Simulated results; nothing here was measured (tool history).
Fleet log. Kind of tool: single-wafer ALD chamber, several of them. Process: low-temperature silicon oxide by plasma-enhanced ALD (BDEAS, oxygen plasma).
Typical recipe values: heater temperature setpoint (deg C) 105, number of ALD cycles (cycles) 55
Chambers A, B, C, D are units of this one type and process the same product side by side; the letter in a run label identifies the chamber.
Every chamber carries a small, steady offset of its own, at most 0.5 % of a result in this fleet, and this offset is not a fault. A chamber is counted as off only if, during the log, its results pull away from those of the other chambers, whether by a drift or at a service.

run   hour  heater temperature setpoint (deg C)  number of ALD cycles (cycles)  read-back reference wafer on the same gauge, thickness_nm  mean film thickness on the monitor wafer (angstrom)
 1D    6.1                                  105                             55                                                     9.2487                                               77.695
 2C   17.9                                  105                             55                                                     9.2539                                               77.960
 3A   28.1                                  105                             55                                                     9.2540                                               78.164
 4B   41.5                                  105                             55                                                     9.2568                                               78.285
 5A   52.5                                  105                             55                                                     9.2581                                               78.191
 6C   58.6                                  105                             55                                                     9.2604                                               77.997
 7B   67.5                                  105                             55                                                     9.2648                                               78.175
 8D   75.0                                  105                             55                                                     9.2636                                               77.866
 9C   84.9                                  105                             46                                                     9.2642                                               65.315
      93.2  -- chamber B: thermocouple changed; heater temperature recalibrated
10D   93.8                                  105                             46                                                     9.2698                                               65.139
11B  105.9                                  105                             46                                                     9.2679                                               65.387
12A  117.9                                  105                             46                                                     9.2696                                               65.330
13D  127.0                                  105                             55                                                     9.2734                                               77.929
14C  138.6                                  105                             55                                                     9.2780                                               78.205
15B  149.7                                  105                             55                                                     9.2795                                               78.305
16A  158.9                                  105                             55                                                     9.2816                                               78.240
17A  167.3                                   97                             47                                                     9.2832                                               68.349
18B  179.5                                   97                             47                                                     9.2827                                               68.446
19C  192.0                                   97                             47                                                     9.2864                                               68.203
20D  200.4                                   97                             47                                                     9.2909                                               67.914
21D  208.4                                  120                             61                                                     9.2885                                               84.236
22A  221.5                                  120                             61                                                     9.2938                                               84.605
23C  230.3                                  120                             61                                                     9.2955                                               84.665
24B  237.7                                  120                             61                                                     9.2953                                               84.717

What goes on in this fleet: one chamber off, a drifting gauge, or nothing beyond the chambers' own small offsets? Name the chamber and the cause, if any.

The gauge drifts, so all chambers seem to drift together. No chamber is off.
Likeliest cause: gauge reads high (%) = 0.517.
